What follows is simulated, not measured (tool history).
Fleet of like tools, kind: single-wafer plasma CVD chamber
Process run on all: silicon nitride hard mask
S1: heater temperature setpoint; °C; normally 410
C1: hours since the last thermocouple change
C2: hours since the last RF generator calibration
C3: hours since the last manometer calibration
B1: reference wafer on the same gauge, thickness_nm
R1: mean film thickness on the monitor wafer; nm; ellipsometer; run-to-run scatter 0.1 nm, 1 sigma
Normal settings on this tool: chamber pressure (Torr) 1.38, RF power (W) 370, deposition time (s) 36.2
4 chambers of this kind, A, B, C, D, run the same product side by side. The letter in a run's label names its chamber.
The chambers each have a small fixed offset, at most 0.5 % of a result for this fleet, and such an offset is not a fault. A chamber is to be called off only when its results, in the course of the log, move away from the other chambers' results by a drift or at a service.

{"run": "1B", "hour": 12.8, "S1": 410, "chamber pressure (Torr)": 1.38, "RF power (W)": 370, "deposition time (s)": 36.2, "C1": 1563.8, "C2": 870.9, "C3": 798.3, "B1": 47.113, "R1": 45.67}
{"run": "2C", "hour": 24.9, "S1": 410, "chamber pressure (Torr)": 1.38, "RF power (W)": 370, "deposition time (s)": 36.2, "C1": 198.3, "C2": 1239.5, "C3": 46.9, "B1": 47.082, "R1": 45.257}
{"run": "3A", "hour": 35.1, "S1": 410, "chamber pressure (Torr)": 1.38, "RF power (W)": 370, "deposition time (s)": 36.2, "C1": 74.7, "C2": 450.2, "C3": 802.4, "B1": 47.119, "R1": 45.509}
{"run": "4D", "hour": 47.5, "S1": 410, "chamber pressure (Torr)": 1.38, "RF power (W)": 370, "deposition time (s)": 36.2, "C1": 2071.7, "C2": 534.8, "C3": 1101.2, "B1": 47.104, "R1": 45.431}
{"run": "5B", "hour": 55.0, "S1": 410, "chamber pressure (Torr)": 1.38, "RF power (W)": 370, "deposition time (s)": 36.2, "C1": 1606.0, "C2": 913.1, "C3": 840.5, "B1": 47.1, "R1": 45.55}
{"run": "6D", "hour": 66.6, "S1": 410, "chamber pressure (Torr)": 1.38, "RF power (W)": 370, "deposition time (s)": 36.2, "C1": 2090.8, "C2": 553.9, "C3": 1120.3, "B1": 47.107, "R1": 45.371}
{"run": "7A", "hour": 76.0, "S1": 410, "chamber pressure (Torr)": 1.38, "RF power (W)": 370, "deposition time (s)": 36.2, "C1": 115.6, "C2": 491.1, "C3": 843.3, "B1": 47.1, "R1": 45.476}
{"run": "8C", "hour": 88.1, "S1": 410, "chamber pressure (Torr)": 1.38, "RF power (W)": 370, "deposition time (s)": 36.2, "C1": 261.5, "C2": 1302.7, "C3": 110.1, "B1": 47.078, "R1": 45.275}
{"run": "9A", "hour": 97.6, "S1": 410, "chamber pressure (Torr)": 1.38, "RF power (W)": 370, "deposition time (s)": 29.4, "C1": 137.2, "C2": 512.7, "C3": 864.9, "B1": 47.114, "R1": 36.867}
{"run": "10C", "hour": 112.4, "S1": 410, "chamber pressure (Torr)": 1.38, "RF power (W)": 370, "deposition time (s)": 29.4, "C1": 285.8, "C2": 1327.0, "C3": 134.4, "B1": 47.07, "R1": 36.847}
{"run": "11B", "hour": 122.7, "S1": 410, "chamber pressure (Torr)": 1.38, "RF power (W)": 370, "deposition time (s)": 29.4, "C1": 1673.7, "C2": 980.8, "C3": 908.2, "B1": 47.063, "R1": 36.945}
{"run": "12D", "hour": 129.8, "S1": 410, "chamber pressure (Torr)": 1.38, "RF power (W)": 370, "deposition time (s)": 29.4, "C1": 2154.0, "C2": 617.1, "C3": 1183.5, "B1": 47.108, "R1": 36.968}
{"hour": 137.7, "done": "chamber D: thermocouple changed; heater temperature recalibrated"}
{"run": "13D", "hour": 140.4, "S1": 410, "chamber pressure (Torr)": 1.38, "RF power (W)": 370, "deposition time (s)": 36.2, "C1": 2.7, "C2": 627.7, "C3": 1194.1, "B1": 47.121, "R1": 45.354}
{"run": "14B", "hour": 154.3, "S1": 410, "chamber pressure (Torr)": 1.13, "RF power (W)": 370, "deposition time (s)": 36.2, "C1": 1705.3, "C2": 1012.4, "C3": 939.8, "B1": 47.061, "R1": 42.626}
{"run": "15C", "hour": 163.5, "S1": 410, "chamber pressure (Torr)": 1.13, "RF power (W)": 370, "deposition time (s)": 36.2, "C1": 336.9, "C2": 1378.1, "C3": 185.5, "B1": 47.119, "R1": 42.349}
{"hour": 166.5, "done": "chamber B: RF generator calibrated"}
{"run": "16A", "hour": 171.2, "S1": 410, "chamber pressure (Torr)": 1.13, "RF power (W)": 370, "deposition time (s)": 36.2, "C1": 210.8, "C2": 586.3, "C3": 938.5, "B1": 47.132, "R1": 42.499}
{"run": "17B", "hour": 180.7, "S1": 410, "chamber pressure (Torr)": 1.13, "RF power (W)": 370, "deposition time (s)": 36.2, "C1": 1731.7, "C2": 14.2, "C3": 966.2, "B1": 47.115, "R1": 42.97}
{"run": "18D", "hour": 187.5, "S1": 410, "chamber pressure (Torr)": 1.38, "RF power (W)": 370, "deposition time (s)": 36.2, "C1": 49.8, "C2": 674.8, "C3": 1241.2, "B1": 47.118, "R1": 45.442}
{"run": "19C", "hour": 198.7, "S1": 410, "chamber pressure (Torr)": 1.38, "RF power (W)": 370, "deposition time (s)": 32.7, "C1": 372.1, "C2": 1413.3, "C3": 220.7, "B1": 47.113, "R1": 40.99}
{"run": "20A", "hour": 212.1, "S1": 410, "chamber pressure (Torr)": 1.38, "RF power (W)": 370, "deposition time (s)": 32.7, "C1": 251.7, "C2": 627.2, "C3": 979.4, "B1": 47.114, "R1": 41.199}
{"run": "21D", "hour": 220.3, "S1": 410, "chamber pressure (Torr)": 1.38, "RF power (W)": 370, "deposition time (s)": 32.7, "C1": 82.6, "C2": 707.6, "C3": 1274.0, "B1": 47.098, "R1": 41.061}
{"run": "22C", "hour": 227.7, "S1": 410, "chamber pressure (Torr)": 1.38, "RF power (W)": 370, "deposition time (s)": 32.7, "C1": 401.1, "C2": 1442.3, "C3": 249.7, "B1": 47.113, "R1": 40.972}
{"run": "23A", "hour": 236.0, "S1": 410, "chamber pressure (Torr)": 1.38, "RF power (W)": 370, "deposition time (s)": 36.2, "C1": 275.6, "C2": 651.1, "C3": 1003.3, "B1": 47.106, "R1": 45.438}
{"run": "24B", "hour": 248.2, "S1": 410, "chamber pressure (Torr)": 1.27, "RF power (W)": 350, "deposition time (s)": 36.2, "C1": 1799.2, "C2": 81.7, "C3": 1033.7, "B1": 47.106, "R1": 42.621}
{"run": "25C", "hour": 260.3, "S1": 410, "chamber pressure (Torr)": 1.27, "RF power (W)": 350, "deposition time (s)": 36.2, "C1": 433.7, "C2": 1474.9, "C3": 282.3, "B1": 47.091, "R1": 42.608}
{"run": "26A", "hour": 273.4, "S1": 410, "chamber pressure (Torr)": 1.27, "RF power (W)": 350, "deposition time (s)": 36.2, "C1": 313.0, "C2": 688.5, "C3": 1040.7, "B1": 47.103, "R1": 42.615}
{"run": "27B", "hour": 281.9, "S1": 410, "chamber pressure (Torr)": 1.27, "RF power (W)": 350, "deposition time (s)": 36.2, "C1": 1832.9, "C2": 115.4, "C3": 1067.4, "B1": 47.075, "R1": 43.046}

Which is it: a chamber that has drifted or been left off by a service, a gauge drift common to all chambers, or only each chamber's usual small offset? If a chamber is off, name it and its likeliest cause.

Beyond each chamber's small constant offset nothing stands out, and the gauge stays steady.
